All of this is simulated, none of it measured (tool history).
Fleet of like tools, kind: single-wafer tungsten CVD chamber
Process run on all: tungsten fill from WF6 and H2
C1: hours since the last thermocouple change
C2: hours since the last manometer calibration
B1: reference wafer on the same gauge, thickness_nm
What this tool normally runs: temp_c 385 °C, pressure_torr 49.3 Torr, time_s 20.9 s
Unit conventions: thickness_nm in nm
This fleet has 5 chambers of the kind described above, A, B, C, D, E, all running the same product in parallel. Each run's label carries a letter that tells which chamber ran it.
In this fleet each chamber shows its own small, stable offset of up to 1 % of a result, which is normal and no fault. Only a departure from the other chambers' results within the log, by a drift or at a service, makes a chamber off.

run 1D hour=6.8 | temp_c=385 pressure_torr=49.3 time_s=20.9 | C1=633.3 C2=187.6 | B1=62.111 | thickness_nm=57.287
run 2E hour=13.1 | temp_c=385 pressure_torr=49.3 time_s=20.9 | C1=612.8 C2=638.4 | B1=62.099 | thickness_nm=57.143
run 3A hour=17.6 | temp_c=385 pressure_torr=49.3 time_s=20.9 | C1=270.1 C2=983.3 | B1=62.082 | thickness_nm=57.118
-- hour=23.9 chamber C: thermocouple changed; heater temperature recalibrated
run 4C hour=24 | temp_c=385 pressure_torr=49.3 time_s=20.9 | C1=0.2 C2=407.9 | B1=62.1 | thickness_nm=57.829
run 5B hour=29.7 | temp_c=385 pressure_torr=49.3 time_s=20.9 | C1=843.8 C2=124.1 | B1=62.063 | thickness_nm=57.174
run 6D hour=33.3 | temp_c=385 pressure_torr=49.3 time_s=20.9 | C1=659.8 C2=214.1 | B1=62.137 | thickness_nm=57.083
run 7E hour=39.8 | temp_c=385 pressure_torr=49.3 time_s=20.9 | C1=639.5 C2=665.1 | B1=62.128 | thickness_nm=56.992
run 8A hour=44.4 | temp_c=385 pressure_torr=49.3 time_s=20.9 | C1=296.9 C2=1010.1 | B1=62.113 | thickness_nm=57.215
run 9B hour=49.6 | temp_c=385 pressure_torr=49.3 time_s=20.9 | C1=863.7 C2=144 | B1=62.119 | thickness_nm=56.637
run 10C hour=53.8 | temp_c=385 pressure_torr=49.3 time_s=20.9 | C1=30 C2=437.7 | B1=62.077 | thickness_nm=57.608
run 11D hour=58.6 | temp_c=385 pressure_torr=49.3 time_s=20.9 | C1=685.1 C2=239.4 | B1=62.076 | thickness_nm=57.252
run 12C hour=65.9 | temp_c=385 pressure_torr=49.3 time_s=20.9 | C1=42.1 C2=449.8 | B1=62.083 | thickness_nm=57.621
run 13B hour=71 | temp_c=385 pressure_torr=49.3 time_s=20.9 | C1=885.1 C2=165.4 | B1=62.096 | thickness_nm=56.791
run 14E hour=77.1 | temp_c=385 pressure_torr=49.3 time_s=20.9 | C1=676.8 C2=702.4 | B1=62.069 | thickness_nm=57.066
run 15A hour=83.9 | temp_c=385 pressure_torr=49.3 time_s=20.9 | C1=336.4 C2=1049.6 | B1=62.081 | thickness_nm=57.037
run 16A hour=90.1 | temp_c=385 pressure_torr=49.3 time_s=20.9 | C1=342.6 C2=1055.8 | B1=62.086 | thickness_nm=57.258
run 17E hour=95.3 | temp_c=385 pressure_torr=49.3 time_s=20.9 | C1=695 C2=720.6 | B1=62.118 | thickness_nm=57.076
run 18D hour=102.2 | temp_c=385 pressure_torr=49.3 time_s=20.9 | C1=728.7 C2=283 | B1=62.124 | thickness_nm=57.162
run 19B hour=107.4 | temp_c=385 pressure_torr=49.3 time_s=20.9 | C1=921.5 C2=201.8 | B1=62.059 | thickness_nm=57.12
run 20C hour=112.8 | temp_c=385 pressure_torr=49.3 time_s=20.9 | C1=89 C2=496.7 | B1=62.087 | thickness_nm=57.754
run 21E hour=117.2 | temp_c=385 pressure_torr=49.3 time_s=20.9 | C1=716.9 C2=742.5 | B1=62.095 | thickness_nm=57.058
run 22B hour=124.5 | temp_c=385 pressure_torr=49.3 time_s=20.9 | C1=938.6 C2=218.9 | B1=62.136 | thickness_nm=56.923
run 23C hour=130.7 | temp_c=385 pressure_torr=49.3 time_s=20.9 | C1=106.9 C2=514.6 | B1=62.125 | thickness_nm=57.512
run 24A hour=134.8 | temp_c=385 pressure_torr=49.3 time_s=20.9 | C1=387.3 C2=1100.5 | B1=62.128 | thickness_nm=57.256
run 25D hour=138.8 | temp_c=385 pressure_torr=49.3 time_s=20.9 | C1=765.3 C2=319.6 | B1=62.122 | thickness_nm=56.863
run 26B hour=146.1 | temp_c=376 pressure_torr=40.5 time_s=20.9 | C1=960.2 C2=240.5 | B1=62.097 | thickness_nm=43.56
run 27A hour=151 | temp_c=376 pressure_torr=40.5 time_s=20.9 | C1=403.5 C2=1116.7 | B1=62.148 | thickness_nm=43.693
run 28D hour=154.3 | temp_c=376 pressure_torr=40.5 time_s=20.9 | C1=780.8 C2=335.1 | B1=62.101 | thickness_nm=43.066
run 29C hour=161 | temp_c=376 pressure_torr=40.5 time_s=20.9 | C1=137.2 C2=544.9 | B1=62.127 | thickness_nm=44.221
run 30E hour=164.2 | temp_c=376 pressure_torr=40.5 time_s=20.9 | C1=763.9 C2=789.5 | B1=62.104 | thickness_nm=43.382
run 31C hour=167.9 | temp_c=385 pressure_torr=49.3 time_s=20.9 | C1=144.1 C2=551.8 | B1=62.094 | thickness_nm=57.835
run 32B hour=173.9 | temp_c=385 pressure_torr=49.3 time_s=20.9 | C1=988 C2=268.3 | B1=62.135 | thickness_nm=56.869
run 33D hour=179.3 | temp_c=385 pressure_torr=49.3 time_s=20.9 | C1=805.8 C2=360.1 | B1=62.11 | thickness_nm=56.33
run 34E hour=183.2 | temp_c=385 pressure_torr=49.3 time_s=20.9 | C1=782.9 C2=808.5 | B1=62.118 | thickness_nm=57.047
run 35A hour=188.5 | temp_c=385 pressure_torr=49.3 time_s=20.9 | C1=441 C2=1154.2 | B1=62.06 | thickness_nm=56.905
run 36A hour=195 | temp_c=385 pressure_torr=49.3 time_s=20.9 | C1=447.5 C2=1160.7 | B1=62.082 | thickness_nm=56.925
run 37C hour=201.4 | temp_c=385 pressure_torr=49.3 time_s=24.4 | C1=177.6 C2=585.3 | B1=62.073 | thickness_nm=67.399
run 38D hour=208.6 | temp_c=385 pressure_torr=49.3 time_s=24.4 | C1=835.1 C2=389.4 | B1=62.123 | thickness_nm=65.49
run 39B hour=213.3 | temp_c=385 pressure_torr=49.3 time_s=24.4 | C1=1027.4 C2=307.7 | B1=62.125 | thickness_nm=66.537
run 40E hour=218.1 | temp_c=385 pressure_torr=49.3 time_s=24.4 | C1=817.8 C2=843.4 | B1=62.116 | thickness_nm=66.9
run 41B hour=225.1 | temp_c=385 pressure_torr=49.3 time_s=24.4 | C1=1039.2 C2=319.5 | B1=62.08 | thickness_nm=66.598

For the next run the whole fleet of 5 chambers uses the same settings. Give each chamber's results:
run 42A hour=230.5 | temp_c=385 pressure_torr=49.3 time_s=20.9 | thickness_nm=?
run 42B hour=230.5 | temp_c=385 pressure_torr=49.3 time_s=20.9 | thickness_nm=?
run 42C hour=230.5 | temp_c=385 pressure_torr=49.3 time_s=20.9 | thickness_nm=?
run 42D hour=230.5 | temp_c=385 pressure_torr=49.3 time_s=20.9 | thickness_nm=?
run 42E hour=230.5 | temp_c=385 pressure_torr=49.3 time_s=20.9 | thickness_nm=?

run=42A thickness_nm=57.504
run=42B thickness_nm=56.777
run=42C thickness_nm=57.636
run=42D thickness_nm=55.898
run=42E thickness_nm=57.068

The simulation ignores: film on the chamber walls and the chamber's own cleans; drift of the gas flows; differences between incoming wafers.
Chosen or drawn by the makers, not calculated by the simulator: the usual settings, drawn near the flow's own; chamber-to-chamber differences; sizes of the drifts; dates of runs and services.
